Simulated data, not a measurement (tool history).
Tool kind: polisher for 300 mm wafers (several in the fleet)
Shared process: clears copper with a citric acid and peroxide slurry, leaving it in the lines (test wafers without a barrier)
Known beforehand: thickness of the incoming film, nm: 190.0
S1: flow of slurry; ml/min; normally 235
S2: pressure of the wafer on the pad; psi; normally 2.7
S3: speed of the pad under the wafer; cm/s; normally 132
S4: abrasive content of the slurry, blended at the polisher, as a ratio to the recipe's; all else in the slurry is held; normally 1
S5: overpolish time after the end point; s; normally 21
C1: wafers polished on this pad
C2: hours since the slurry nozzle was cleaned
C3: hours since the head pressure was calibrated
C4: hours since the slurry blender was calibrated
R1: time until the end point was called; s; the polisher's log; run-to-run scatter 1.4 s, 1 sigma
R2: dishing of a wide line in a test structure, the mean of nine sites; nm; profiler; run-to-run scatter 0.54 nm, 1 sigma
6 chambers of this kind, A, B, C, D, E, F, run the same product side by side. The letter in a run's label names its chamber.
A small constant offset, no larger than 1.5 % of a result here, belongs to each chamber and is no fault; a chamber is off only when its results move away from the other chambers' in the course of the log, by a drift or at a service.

run	hour	S1	S2	S3	S4	S5	C1	C2	C3	C4	R1	R2
# hour 5.8: chamber E: worn pad replaced by a new one
1F	7.7	235	2.7	132	1	21	806	66.4	349.2	162.5	85.069	32.314
# hour 12.9: chamber F: worn pad replaced by a new one
# hour 15.3: chamber B: worn pad replaced by a new one
2A	16.1	235	2.7	132	1	21	940	359.9	701.7	171.8	86.75	33.183
3B	23.2	235	2.7	132	1	21	71	115.8	916.1	26.4	84.368	32.047
4D	32.6	235	2.7	132	1	21	293	170.5	157	96.5	88.069	32.958
# hour 41.1: chamber A: worn pad replaced by a new one
5C	42.1	235	2.7	132	1	21	893	73.2	725.9	67.5	87.057	31.632
# hour 43.5: chamber F: slurry blender recalibrated
# hour 49.3: chamber E: slurry blender recalibrated
6E	49.9	235	2.7	132	1	21	395	231.4	121.3	0.7	86.87	32.68
7B	59.7	235	2.7	132	1	21	398	152.3	952.6	62.9	84.53	33.396
8D	70	235	2.7	132	0.8	21	628	207.9	194.4	133.9	89.918	31.057
# hour 70.9: chamber C: worn pad replaced by a new one
9E	76.6	235	2.7	132	0.8	21	634	258.1	148	27.4	91.94	30.846
10F	83.7	235	2.7	132	0.8	21	634	142.4	425.2	40.2	89.461	31.663
11C	93	235	2.7	132	0.8	21	197	124.1	776.8	118.4	90.794	30.499
12A	102.4	235	2.7	132	0.8	21	549	446.2	788	258.1	90.154	31.926
# hour 104.4: chamber E: worn pad replaced by a new one
# hour 106.7: chamber D: worn pad replaced by a new one
# hour 107.8: chamber A: slurry nozzle cleaned
13D	108.4	235	2.7	132	0.8	21	15	246.3	232.8	172.3	90.418	31.887
# hour 114: chamber F: worn pad replaced by a new one
14C	116.3	235	2.7	132	1	21	406	147.4	800.1	141.7	86.39	32.597
15F	121.7	235	2.7	132	1	21	69	180.4	463.2	78.2	87.255	31
16B	131.2	235	2.7	132	1	21	1038	223.8	1024.1	134.4	84.938	32.226
# hour 132.7: chamber A: slurry blender recalibrated
17E	138.4	235	2.7	132	1	21	304	319.9	209.8	89.2	86.992	32.354
# hour 142.9: chamber C: slurry blender recalibrated
18A	146.8	235	2.7	132	1	21	947	39.1	832.4	14.1	84.177	32.819
# hour 150.1: chamber C: head pressure recalibrated
19C	153.7	235	2.7	132	1	21	741	184.8	3.6	10.9	86.615	31.91
# hour 160.3: chamber B: worn pad replaced by a new one
20B	160.3	235	2.7	132	0.85	10	0	252.9	1053.2	163.5	88.475	15.878
# hour 161.9: chamber A: worn pad replaced by a new one
21E	169.7	235	2.7	132	0.85	10	585	351.2	241.1	120.5	90.129	16.102
22D	174.8	235	2.7	132	0.85	10	610	312.7	299.2	238.7	89.571	16.215
# hour 179.4: chamber D: slurry nozzle cleaned
# hour 181.8: chamber B: slurry blender recalibrated
23A	184.5	235	2.7	132	0.85	10	202	76.8	870.1	51.8	88.815	15.771
# hour 189.3: chamber D: slurry blender recalibrated
# hour 191.5: chamber C: worn pad replaced by a new one
24F	192.8	235	2.7	132	0.85	10	706	251.5	534.3	149.3	90.183	16.061
# hour 195.6: chamber F: worn pad replaced by a new one
# hour 198.5: chamber E: worn pad replaced by a new one
25A	201.3	235	2.7	132	0.85	10	353	93.6	886.9	68.6	89.64	15.68
26E	211.1	235	2.7	132	1	21	113	392.6	282.5	161.9	87.564	31.993
27F	217.9	235	2.7	132	1	21	200	276.6	559.4	174.4	85.638	32.745
28B	225.5	235	2.7	132	1	21	584	318.1	1118.4	43.7	87.669	32.805
# hour 226.3: chamber A: head pressure recalibrated
29C	230.8	205	2.7	132	1.1	21	352	261.9	80.7	88	87.244	32.68
# hour 231.3: chamber D: worn pad replaced by a new one
# hour 235.2: chamber F: head pressure recalibrated
# hour 236.6: chamber F: slurry blender recalibrated
30D	237.4	205	2.7	132	1.1	21	55	58	361.8	48.1	85.181	33.225
31D	242.8	205	2.7	132	1.1	21	103	63.4	367.2	53.5	87.622	32.723
32C	250.6	205	2.7	132	1.1	21	529	281.7	100.5	107.8	87.082	32.627
33E	261	205	2.7	132	1.1	21	560	442.5	332.4	211.8	88.484	32.075
# hour 262.4: chamber E: slurry blender recalibrated
34A	266.1	205	2.7	132	1.1	21	934	158.4	39.8	133.4	82.342	33.122
35B	275.9	235	2.7	132	1	21	1035	368.5	1168.8	94.1	89.144	31.829
# hour 281.5: chamber A: worn pad replaced by a new one
36F	281.7	235	3.2	94	1	21	772	340.4	46.6	45.2	101.84	28.11
# hour 282.4: chamber C: slurry blender recalibrated
# hour 283.3: chamber E: worn pad replaced by a new one
# hour 290.4: chamber F: worn pad replaced by a new one
37F	290.4	235	3.2	94	1	21	0	349.1	55.3	53.9	100.5	29.021
# hour 296.4: chamber B: worn pad replaced by a new one
38C	296.9	235	3.2	94	1	21	944	328	146.8	14.5	102.29	28.285
39A	305.8	235	3.2	94	1	21	218	198.1	79.5	173.1	103.01	28.037
40D	312.9	235	3.2	94	1	21	731	133.5	437.3	123.6	103.19	29.03
# hour 316.9: chamber E: slurry nozzle cleaned
# hour 317.6: chamber B: slurry nozzle cleaned
41E	321.4	235	3.2	94	1	21	341	4.6	392.8	59.1	102.89	28.118
42B	330.5	235	2.7	132	1	21	306	12.9	1223.4	148.7	87.222	32.585

Each of the 6 chambers runs these same settings next. Fill in every chamber's results:
43A	338.4	235	2.7	106	1	21					?	?
43B	338.4	235	2.7	106	1	21					?	?
43C	338.4	235	2.7	106	1	21					?	?
43D	338.4	235	2.7	106	1	21					?	?
43E	338.4	235	2.7	106	1	21					?	?
43F	338.4	235	2.7	106	1	21					?	?

run	R1	R2
43A	105.25	26.245
43B	108.94	25.701
43C	109.81	25.947
43D	106.39	27.019
43E	107.23	26.825
43F	105.14	27.126
